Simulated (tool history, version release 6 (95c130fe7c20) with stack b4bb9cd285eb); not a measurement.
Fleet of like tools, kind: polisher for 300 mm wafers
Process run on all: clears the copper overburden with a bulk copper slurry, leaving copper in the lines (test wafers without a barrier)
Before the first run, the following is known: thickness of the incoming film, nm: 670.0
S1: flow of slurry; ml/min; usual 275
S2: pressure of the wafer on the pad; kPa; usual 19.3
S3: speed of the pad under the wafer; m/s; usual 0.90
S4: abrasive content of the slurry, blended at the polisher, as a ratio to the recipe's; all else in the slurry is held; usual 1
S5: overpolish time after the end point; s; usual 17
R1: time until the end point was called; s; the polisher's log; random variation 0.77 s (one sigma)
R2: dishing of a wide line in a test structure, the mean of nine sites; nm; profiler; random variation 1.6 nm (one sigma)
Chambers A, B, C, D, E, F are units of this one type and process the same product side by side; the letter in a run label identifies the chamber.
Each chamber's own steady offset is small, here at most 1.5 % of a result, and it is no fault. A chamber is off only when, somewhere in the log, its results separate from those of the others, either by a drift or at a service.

run 1B day=0.558 | S1=275 S2=19.3 S3=0.90 S4=1 S5=17 | R1=83.530 R2=70.708
-- day=0.571 chamber E: slurry blender recalibrated
-- day=0.858 chamber A: slurry nozzle cleaned
-- day=0.900 chamber C: worn pad replaced by a new one
-- day=0.904 chamber E: worn pad replaced by a new one
-- day=0.950 chamber C: slurry nozzle cleaned
run 2E day=0.971 | S1=275 S2=19.3 S3=0.90 S4=1 S5=17 | R1=82.552 R2=71.617
-- day=1.008 chamber D: worn pad replaced by a new one
-- day=1.021 chamber A: slurry blender recalibrated
-- day=1.100 chamber F: worn pad replaced by a new one
run 3A day=1.362 | S1=275 S2=19.3 S3=0.90 S4=1 S5=17 | R1=83.368 R2=70.564
run 4F day=1.804 | S1=275 S2=19.3 S3=0.90 S4=1 S5=17 | R1=83.820 R2=70.581
run 5C day=2.296 | S1=275 S2=19.3 S3=0.90 S4=1 S5=17 | R1=82.867 R2=69.281
-- day=2.588 chamber D: slurry blender recalibrated
run 6D day=2.762 | S1=275 S2=19.3 S3=0.90 S4=1 S5=17 | R1=83.745 R2=69.849
run 7A day=3.079 | S1=275 S2=19.3 S3=0.90 S4=1 S5=17 | R1=82.199 R2=69.225
-- day=3.283 chamber D: slurry nozzle cleaned
-- day=3.292 chamber C: slurry blender recalibrated
run 8E day=3.712 | S1=275 S2=19.3 S3=0.90 S4=1 S5=17 | R1=82.299 R2=68.105
-- day=4.071 chamber A: worn pad replaced by a new one
-- day=4.150 chamber D: head pressure recalibrated
run 9D day=4.212 | S1=275 S2=19.3 S3=0.90 S4=1 S5=17 | R1=82.273 R2=71.452
run 10C day=4.604 | S1=275 S2=19.3 S3=0.90 S4=1 S5=17 | R1=83.369 R2=72.898
-- day=4.642 chamber C: worn pad replaced by a new one
-- day=5.125 chamber F: head pressure recalibrated
run 11B day=5.217 | S1=275 S2=19.3 S3=0.90 S4=1 S5=17 | R1=86.847 R2=70.538
run 12F day=5.683 | S1=355 S2=19.3 S3=0.90 S4=1 S5=17 | R1=81.086 R2=67.638
-- day=5.862 chamber D: worn pad replaced by a new one
-- day=6.233 chamber E: worn pad replaced by a new one
run 13A day=6.250 | S1=355 S2=19.3 S3=0.90 S4=1 S5=17 | R1=81.409 R2=71.028
-- day=6.338 chamber F: worn pad replaced by a new one
run 14C day=6.721 | S1=355 S2=19.3 S3=0.90 S4=1 S5=17 | R1=81.591 R2=72.946
-- day=6.858 chamber B: slurry nozzle cleaned
run 15B day=7.133 | S1=355 S2=19.3 S3=0.90 S4=1 S5=17 | R1=86.122 R2=69.492
-- day=7.379 chamber D: slurry blender recalibrated
run 16E day=7.738 | S1=355 S2=19.3 S3=0.90 S4=1 S5=17 | R1=81.265 R2=70.304
-- day=8.042 chamber B: slurry blender recalibrated
run 17F day=8.246 | S1=355 S2=19.3 S3=0.90 S4=1 S5=17 | R1=81.598 R2=71.740
-- day=8.258 chamber C: worn pad replaced by a new one
-- day=8.562 chamber A: worn pad replaced by a new one
run 18D day=8.842 | S1=310 S2=19.3 S3=1.12 S4=1 S5=17 | R1=65.964 R2=79.856
run 19B day=9.483 | S1=310 S2=19.3 S3=1.12 S4=1 S5=17 | R1=69.827 R2=77.214
-- day=9.654 chamber C: slurry nozzle cleaned
run 20F day=9.921 | S1=310 S2=19.3 S3=1.12 S4=1 S5=17 | R1=66.462 R2=83.049
run 21A day=10.500 | S1=310 S2=19.3 S3=1.12 S4=1 S5=17 | R1=64.942 R2=82.774
-- day=10.833 chamber D: worn pad replaced by a new one
run 22E day=10.862 | S1=310 S2=19.3 S3=1.12 S4=1 S5=17 | R1=66.418 R2=79.667
-- day=10.992 chamber A: slurry blender recalibrated
-- day=11.158 chamber F: slurry blender recalibrated
run 23D day=11.167 | S1=310 S2=19.3 S3=1.12 S4=1 S5=17 | R1=65.727 R2=79.848
-- day=11.225 chamber F: worn pad replaced by a new one
-- day=11.242 chamber E: slurry blender recalibrated
-- day=11.429 chamber B: head pressure recalibrated
run 24C day=11.767 | S1=275 S2=19.3 S3=0.90 S4=1 S5=17 | R1=81.858 R2=71.406
-- day=11.858 chamber C: worn pad replaced by a new one
-- day=12.046 chamber D: slurry blender recalibrated
-- day=12.192 chamber E: worn pad replaced by a new one
run 25A day=12.312 | S1=275 S2=19.3 S3=0.90 S4=1 S5=17 | R1=83.437 R2=69.557
-- day=12.929 chamber F: slurry nozzle cleaned
run 26D day=12.962 | S1=275 S2=19.3 S3=0.90 S4=1 S5=17 | R1=82.530 R2=73.046
-- day=13.367 chamber A: worn pad replaced by a new one
run 27B day=13.483 | S1=275 S2=19.3 S3=0.90 S4=1 S5=17 | R1=89.948 R2=69.485
-- day=13.712 chamber C: slurry blender recalibrated
run 28C day=14.029 | S1=275 S2=19.3 S3=0.90 S4=1 S5=17 | R1=82.707 R2=71.893
run 29F day=14.421 | S1=275 S2=19.3 S3=0.90 S4=1 S5=17 | R1=83.293 R2=71.904
run 30E day=15.075 | S1=275 S2=19.3 S3=0.90 S4=1 S5=17 | R1=82.236 R2=72.647
run 31F day=15.696 | S1=275 S2=19.3 S3=0.90 S4=1 S5=17 | R1=83.200 R2=68.655
run 32D day=16.133 | S1=200 S2=19.3 S3=0.90 S4=1 S5=17 | R1=86.959 R2=69.919
-- day=16.238 chamber C: worn pad replaced by a new one
run 33B day=16.742 | S1=200 S2=19.3 S3=0.90 S4=1 S5=17 | R1=96.435 R2=65.253
-- day=16.967 chamber C: slurry nozzle cleaned
-- day=17.154 chamber E: head pressure recalibrated
-- day=17.312 chamber E: worn pad replaced by a new one
run 34A day=17.371 | S1=200 S2=19.3 S3=0.90 S4=1 S5=17 | R1=86.114 R2=68.705
-- day=17.633 chamber A: worn pad replaced by a new one
run 35E day=17.812 | S1=200 S2=19.3 S3=0.90 S4=1 S5=17 | R1=85.030 R2=69.461
run 36C day=18.408 | S1=200 S2=19.3 S3=0.90 S4=1 S5=17 | R1=84.026 R2=72.407
run 37A day=19.058 | S1=200 S2=19.3 S3=0.90 S4=1 S5=17 | R1=85.255 R2=72.544

All chambers now run identical settings, listed one chamber a line with results as question marks. What results will each chamber show?
run 38A day=19.525 | S1=275 S2=19.3 S3=0.90 S4=1 S5=17 | R1=? R2=?
run 38B day=19.525 | S1=275 S2=19.3 S3=0.90 S4=1 S5=17 | R1=? R2=?
run 38C day=19.525 | S1=275 S2=19.3 S3=0.90 S4=1 S5=17 | R1=? R2=?
run 38D day=19.525 | S1=275 S2=19.3 S3=0.90 S4=1 S5=17 | R1=? R2=?
run 38E day=19.525 | S1=275 S2=19.3 S3=0.90 S4=1 S5=17 | R1=? R2=?
run 38F day=19.525 | S1=275 S2=19.3 S3=0.90 S4=1 S5=17 | R1=? R2=?

run=38A R1=83.035 R2=69.558
run=38B R1=95.350 R2=62.673
run=38C R1=81.381 R2=73.383
run=38D R1=82.401 R2=67.499
run=38E R1=82.951 R2=71.033
run=38F R1=82.870 R2=72.104
